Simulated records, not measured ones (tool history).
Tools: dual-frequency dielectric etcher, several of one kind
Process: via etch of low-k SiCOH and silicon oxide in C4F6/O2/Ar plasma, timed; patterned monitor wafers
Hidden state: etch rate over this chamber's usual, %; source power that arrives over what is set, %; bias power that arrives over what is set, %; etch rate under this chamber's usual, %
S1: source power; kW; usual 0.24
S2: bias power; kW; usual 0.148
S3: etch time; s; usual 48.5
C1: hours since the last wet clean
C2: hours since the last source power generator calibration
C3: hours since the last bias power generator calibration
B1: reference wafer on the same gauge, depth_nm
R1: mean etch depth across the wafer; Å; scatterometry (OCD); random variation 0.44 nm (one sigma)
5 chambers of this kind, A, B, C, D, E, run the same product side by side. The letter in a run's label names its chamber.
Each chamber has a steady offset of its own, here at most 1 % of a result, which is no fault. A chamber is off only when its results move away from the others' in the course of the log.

run 1C hour=5.4 | S1=0.24 S2=0.148 S3=48.5 | C1=313.5 C2=752.6 C3=1150.6 | B1=95.932 | R1=1043.5
run 2E hour=11 | S1=0.24 S2=0.148 S3=48.5 | C1=104.5 C2=3727.1 C3=2800.8 | B1=96.007 | R1=1052
run 3B hour=19.5 | S1=0.24 S2=0.148 S3=48.5 | C1=284.2 C2=61.5 C3=1342.9 | B1=95.939 | R1=1043.1
run 4D hour=26 | S1=0.24 S2=0.148 S3=48.5 | C1=51.1 C2=1234.4 C3=2467 | B1=96.015 | R1=1040
run 5A hour=33.1 | S1=0.24 S2=0.148 S3=48.5 | C1=178.5 C2=1558.9 C3=1283.8 | B1=95.91 | R1=1049.8
run 6B hour=42.1 | S1=0.24 S2=0.148 S3=48.5 | C1=306.8 C2=84.1 C3=1365.5 | B1=96.113 | R1=1045
run 7A hour=47 | S1=0.18 S2=0.148 S3=35.5 | C1=192.4 C2=1572.8 C3=1297.7 | B1=96.045 | R1=687.6
run 8C hour=55.2 | S1=0.18 S2=0.148 S3=35.5 | C1=363.3 C2=802.4 C3=1200.4 | B1=96.11 | R1=690.57
run 9D hour=65.7 | S1=0.18 S2=0.148 S3=35.5 | C1=90.8 C2=1274.1 C3=2506.7 | B1=95.992 | R1=678.36
run 10E hour=73.5 | S1=0.18 S2=0.148 S3=35.5 | C1=167 C2=3789.6 C3=2863.3 | B1=96.015 | R1=689.73
run 11E hour=83 | S1=0.18 S2=0.148 S3=35.5 | C1=176.5 C2=3799.1 C3=2872.8 | B1=95.984 | R1=692.26
run 12B hour=91.7 | S1=0.2 S2=0.148 S3=48.5 | C1=356.4 C2=133.7 C3=1415.1 | B1=96.034 | R1=970.01
run 13C hour=101.1 | S1=0.2 S2=0.148 S3=48.5 | C1=409.2 C2=848.3 C3=1246.3 | B1=95.903 | R1=975.08
run 14D hour=111.8 | S1=0.2 S2=0.148 S3=48.5 | C1=136.9 C2=1320.2 C3=2552.8 | B1=96.017 | R1=974.23
run 15A hour=120.4 | S1=0.2 S2=0.148 S3=48.5 | C1=265.8 C2=1646.2 C3=1371.1 | B1=96.015 | R1=982.96
run 16B hour=129.3 | S1=0.2 S2=0.148 S3=48.5 | C1=394 C2=171.3 C3=1452.7 | B1=95.961 | R1=958.09
run 17D hour=135.9 | S1=0.24 S2=0.148 S3=48.5 | C1=161 C2=1344.3 C3=2576.9 | B1=96.006 | R1=1045.3
run 18C hour=141.2 | S1=0.24 S2=0.148 S3=48.5 | C1=449.3 C2=888.4 C3=1286.4 | B1=95.941 | R1=1048.6
run 19E hour=150.7 | S1=0.24 S2=0.148 S3=48.5 | C1=244.2 C2=3866.8 C3=2940.5 | B1=96.074 | R1=1060
run 20A hour=156.8 | S1=0.24 S2=0.148 S3=48.5 | C1=302.2 C2=1682.6 C3=1407.5 | B1=95.927 | R1=1046.2
run 21E hour=167 | S1=0.24 S2=0.148 S3=48.5 | C1=260.5 C2=3883.1 C3=2956.8 | B1=95.958 | R1=1054.1
-- hour=174.4 chamber C: wet clean of the chamber
run 22A hour=174.6 | S1=0.24 S2=0.148 S3=48.5 | C1=320 C2=1700.4 C3=1425.3 | B1=96.065 | R1=1053.7
run 23C hour=182.6 | S1=0.24 S2=0.148 S3=48.5 | C1=8.2 C2=929.8 C3=1327.8 | B1=96.047 | R1=1035.1
run 24D hour=191.9 | S1=0.24 S2=0.148 S3=48.5 | C1=217 C2=1400.3 C3=2632.9 | B1=96.075 | R1=1045.4
run 25B hour=202.9 | S1=0.24 S2=0.148 S3=48.5 | C1=467.6 C2=244.9 C3=1526.3 | B1=96.026 | R1=1007
run 26E hour=208.5 | S1=0.24 S2=0.148 S3=48.5 | C1=302 C2=3924.6 C3=2998.3 | B1=96.007 | R1=1053.2
run 27B hour=218.5 | S1=0.24 S2=0.148 S3=48.5 | C1=483.2 C2=260.5 C3=1541.9 | B1=95.961 | R1=1002.7
run 28A hour=224.3 | S1=0.24 S2=0.148 S3=48.5 | C1=369.7 C2=1750.1 C3=1475 | B1=95.999 | R1=1046.6
run 29C hour=234.2 | S1=0.24 S2=0.148 S3=48.5 | C1=59.8 C2=981.4 C3=1379.4 | B1=96.044 | R1=1051.5
run 30D hour=244.1 | S1=0.24 S2=0.148 S3=40.5 | C1=269.2 C2=1452.5 C3=2685.1 | B1=95.914 | R1=871.09
run 31A hour=251.8 | S1=0.24 S2=0.148 S3=40.5 | C1=397.2 C2=1777.6 C3=1502.5 | B1=95.99 | R1=877.96

Is one chamber off against the others, does the gauge drift, or is nothing wrong? If a chamber is off, say which, and what the likeliest cause is.

Chamber B drifts away from the others.
Cause: etch rate under this chamber's usual, % = 4.92.

Here are 4 candidates for chamber B's next run, each the usual settings with a change, their results left as question marks. Which one brings its results back in line with what the others give on the usual settings?
In line means no further than this from the other chambers' mean on the usual settings: R1 15 Å
run 32B-1 hour=259.9 | S1=0.24 S2=0.147 S3=47.5 | R1=?
run 32B-2 hour=259.9 | S1=0.24 S2=0.148 S3=49.5 | R1=?
run 32B-3 hour=259.9 | S1=0.24 S2=0.123 S3=48.5 | R1=?
run 32B-4 hour=259.9 | S1=0.24 S2=0.15 S3=51 | R1=?

The other chambers' mean on the usual settings: R1 1047.5 Å
run=32B-1 R1=971.08
run=32B-2 R1=1014.1
run=32B-3 R1=938.26
run=32B-4 R1=1049.3
32B-4 brings the chamber back in line.

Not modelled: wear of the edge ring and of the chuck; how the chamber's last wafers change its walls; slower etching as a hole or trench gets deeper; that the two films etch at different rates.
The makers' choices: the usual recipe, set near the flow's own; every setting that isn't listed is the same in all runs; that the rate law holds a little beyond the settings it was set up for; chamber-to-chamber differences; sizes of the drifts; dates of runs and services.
